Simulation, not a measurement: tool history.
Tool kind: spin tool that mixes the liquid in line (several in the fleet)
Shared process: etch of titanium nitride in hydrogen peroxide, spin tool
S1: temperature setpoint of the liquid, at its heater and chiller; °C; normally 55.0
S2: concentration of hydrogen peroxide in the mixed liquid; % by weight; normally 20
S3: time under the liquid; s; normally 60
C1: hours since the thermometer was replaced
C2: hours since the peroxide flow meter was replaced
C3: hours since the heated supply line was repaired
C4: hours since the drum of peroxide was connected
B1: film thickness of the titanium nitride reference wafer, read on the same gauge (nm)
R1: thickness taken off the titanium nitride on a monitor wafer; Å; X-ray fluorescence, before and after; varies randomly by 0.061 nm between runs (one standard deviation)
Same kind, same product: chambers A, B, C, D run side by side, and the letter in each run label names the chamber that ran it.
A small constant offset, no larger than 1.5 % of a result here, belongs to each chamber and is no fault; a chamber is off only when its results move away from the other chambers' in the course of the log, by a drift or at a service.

Run 1A, hour 7.6: usual settings; C1 699.9; C2 627.7; C3 1119.2; C4 301.2; B1 30.031. Result: R1 71.279 Å.
Run 2D, hour 17.9: usual settings; C1 988.7; C2 663.6; C3 1019.7; C4 325.3; B1 29.970. Result: R1 69.934 Å.
Run 3C, hour 24.8: usual settings; C1 224.1; C2 824.3; C3 231.3; C4 283.7; B1 30.052. Result: R1 70.486 Å.
Run 4B, hour 33.8: usual settings; C1 1134.3; C2 276.9; C3 742.8; C4 379.9; B1 29.987. Result: R1 71.979 Å.
Run 5D, hour 40.6: usual settings; C1 1011.4; C2 686.3; C3 1042.4; C4 348.0; B1 30.020. Result: R1 69.299 Å.
Run 6C, hour 46.2: usual settings; C1 245.5; C2 845.7; C3 252.7; C4 305.1; B1 29.986. Result: R1 70.790 Å.
Run 7A, hour 52.9: usual settings; C1 745.2; C2 673.0; C3 1164.5; C4 346.5; B1 29.977. Result: R1 71.452 Å.
Run 8B, hour 62.7: usual settings; C1 1163.2; C2 305.8; C3 771.7; C4 408.8; B1 29.958. Result: R1 72.960 Å.
Run 9C, hour 68.8: usual settings; C1 268.1; C2 868.3; C3 275.3; C4 327.7; B1 30.061. Result: R1 70.429 Å.
Run 10B, hour 78.2: usual settings; C1 1178.7; C2 321.3; C3 787.2; C4 424.3; B1 29.990. Result: R1 70.864 Å.
Run 11D, hour 83.3: usual settings; C1 1054.1; C2 729.0; C3 1085.1; C4 390.7; B1 29.950. Result: R1 70.092 Å.
Run 12A, hour 90.4: usual settings but S2 24 % by weight; C1 782.7; C2 710.5; C3 1202.0; C4 384.0; B1 29.989. Result: R1 74.668 Å.
Run 13C, hour 96.5: usual settings but S2 24 % by weight; C1 295.8; C2 896.0; C3 303.0; C4 355.4; B1 30.015. Result: R1 74.492 Å.
Run 14D, hour 103.2: usual settings but S2 24 % by weight; C1 1074.0; C2 748.9; C3 1105.0; C4 410.6; B1 29.985. Result: R1 73.110 Å.
Run 15A, hour 113.0: usual settings but S2 24 % by weight; C1 805.3; C2 733.1; C3 1224.6; C4 406.6; B1 30.013. Result: R1 72.483 Å.
Run 16B, hour 121.7: usual settings; C1 1222.2; C2 364.8; C3 830.7; C4 467.8; B1 30.009. Result: R1 72.667 Å.
Run 17C, hour 132.0: usual settings; C1 331.3; C2 931.5; C3 338.5; C4 390.9; B1 30.024. Result: R1 71.650 Å.
Run 18A, hour 139.4: usual settings but S3 40 s; C1 831.7; C2 759.5; C3 1251.0; C4 433.0; B1 29.979. Result: R1 47.252 Å.
Run 19D, hour 147.4: usual settings but S3 40 s; C1 1118.2; C2 793.1; C3 1149.2; C4 454.8; B1 29.964. Result: R1 46.144 Å.
Run 20B, hour 153.7: usual settings but S3 40 s; C1 1254.2; C2 396.8; C3 862.7; C4 499.8; B1 29.980. Result: R1 47.135 Å.
Run 21C, hour 164.6: usual settings but S3 40 s; C1 363.9; C2 964.1; C3 371.1; C4 423.5; B1 29.996. Result: R1 47.198 Å.
Run 22A, hour 169.6: usual settings; C1 861.9; C2 789.7; C3 1281.2; C4 463.2; B1 30.007. Result: R1 71.793 Å.
Run 23B, hour 175.0: usual settings; C1 1275.5; C2 418.1; C3 884.0; C4 521.1; B1 30.023. Result: R1 71.047 Å.
Run 24D, hour 180.8: usual settings; C1 1151.6; C2 826.5; C3 1182.6; C4 488.2; B1 30.030. Result: R1 70.393 Å.
Run 25A, hour 190.6: usual settings; C1 882.9; C2 810.7; C3 1302.2; C4 484.2; B1 30.009. Result: R1 70.518 Å.
Run 26D, hour 196.4: usual settings; C1 1167.2; C2 842.1; C3 1198.2; C4 503.8; B1 29.979. Result: R1 69.433 Å.
At hour 202.3: chamber C: peroxide flow meter replaced.
Run 27C, hour 207.7: usual settings; C1 407.0; C2 5.4; C3 414.2; C4 466.6; B1 30.038. Result: R1 70.946 Å.
Run 28B, hour 212.8: usual settings; C1 1313.3; C2 455.9; C3 921.8; C4 558.9; B1 29.975. Result: R1 72.015 Å.
Run 29B, hour 218.0: usual settings; C1 1318.5; C2 461.1; C3 927.0; C4 564.1; B1 30.013. Result: R1 72.599 Å.
Run 30D, hour 224.0: usual settings; C1 1194.8; C2 869.7; C3 1225.8; C4 531.4; B1 30.017. Result: R1 69.708 Å.
Run 31A, hour 233.1: usual settings; C1 925.4; C2 853.2; C3 1344.7; C4 526.7; B1 29.974. Result: R1 71.419 Å.
Run 32C, hour 238.2: usual settings; C1 437.5; C2 35.9; C3 444.7; C4 497.1; B1 30.015. Result: R1 70.184 Å.
Run 33C, hour 248.5: usual settings; C1 447.8; C2 46.2; C3 455.0; C4 507.4; B1 30.012. Result: R1 70.189 Å.
Run 34D, hour 255.6: usual settings; C1 1226.4; C2 901.3; C3 1257.4; C4 563.0; B1 30.031. Result: R1 68.121 Å.
Run 35A, hour 265.8: usual settings; C1 958.1; C2 885.9; C3 1377.4; C4 559.4; B1 29.997. Result: R1 70.791 Å.
Run 36B, hour 274.0: usual settings but S2 22 % by weight; C1 1374.5; C2 517.1; C3 983.0; C4 620.1; B1 29.986. Result: R1 73.184 Å.
Run 37B, hour 282.5: usual settings but S2 22 % by weight; C1 1383.0; C2 525.6; C3 991.5; C4 628.6; B1 29.980. Result: R1 73.120 Å.
Run 38C, hour 288.3: usual settings but S2 22 % by weight; C1 487.6; C2 86.0; C3 494.8; C4 547.2; B1 30.005. Result: R1 72.207 Å.

Is one chamber off against the others, does the gauge drift, or is nothing wrong? If a chamber is off, say which, and what the likeliest cause is.

Nothing is wrong: each chamber keeps only its own small, steady offset and the gauge holds still.
